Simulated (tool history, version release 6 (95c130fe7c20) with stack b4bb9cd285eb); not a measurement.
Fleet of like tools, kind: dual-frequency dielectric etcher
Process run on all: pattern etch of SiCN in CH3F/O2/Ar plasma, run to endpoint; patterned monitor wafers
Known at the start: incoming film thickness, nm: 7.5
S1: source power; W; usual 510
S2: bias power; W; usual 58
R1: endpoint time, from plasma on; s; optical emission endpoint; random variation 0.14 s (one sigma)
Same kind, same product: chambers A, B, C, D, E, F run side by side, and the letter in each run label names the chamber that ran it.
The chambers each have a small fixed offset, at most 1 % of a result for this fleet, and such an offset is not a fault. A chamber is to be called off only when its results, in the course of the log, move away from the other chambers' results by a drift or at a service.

run     day   S1  S2      R1
 1C   0.467  510  58  19.645
 2E   0.917  510  58  19.202
 3A   1.333  510  58   19.35
 4F   1.758  510  58  19.715
 5D     2.3  510  58  19.854
 6B   2.629  510  58  19.373
 7E   3.042  510  58  19.497
 8D   3.662  580  58  18.988
      3.888  -- chamber B: source power generator calibrated
 9A   4.025  580  58  18.524
      4.204  -- chamber A: source power generator calibrated
10B   4.354  580  58  18.516
      4.446  -- chamber B: wet clean of the chamber
11F   4.738  580  58  18.878
12C   5.167  580  58  18.806
13B   5.604  580  58   18.57
14C   5.979  510  58  19.766
15F   6.304  510  58  19.501
16E   6.604  510  58  19.482
17D   7.192  510  58  19.544
18A   7.846  510  58  19.539
19A   8.146  510  58  19.478
      8.454  -- chamber E: wet clean of the chamber
      8.562  -- chamber F: wet clean of the chamber
      8.629  -- chamber A: wet clean of the chamber
20E   8.771  510  58  19.541
      9.046  -- chamber A: bias power generator calibrated
21B   9.075  510  52  20.409
22C   9.704  510  52  20.198
23D  10.225  510  52  20.559
24F  10.679  510  52  20.332
25D  10.979  510  52  20.416
26A  11.475  510  52  20.377
27B  12.008  510  58  19.604
28F  12.483  510  58  19.802
29E  12.962  510  58   19.81
     12.967  -- chamber D: wet clean of the chamber
30C  13.471  510  58  19.311
31E  13.867  470  64  19.585
32F  14.275  470  64  19.672
33C  14.888  470  64  19.582
34B  15.308  470  64  19.586
35A  15.917  470  64  19.326
36D    16.5  470  64  19.738
37E   17.05  510  58  19.657

Does one chamber stand apart from the rest, does the shared gauge drift, or is all well apart from small per-chamber offsets? Give the chamber and the most likely cause, where there is one.

Nothing is wrong: each chamber keeps only its own small, steady offset and the gauge holds still.
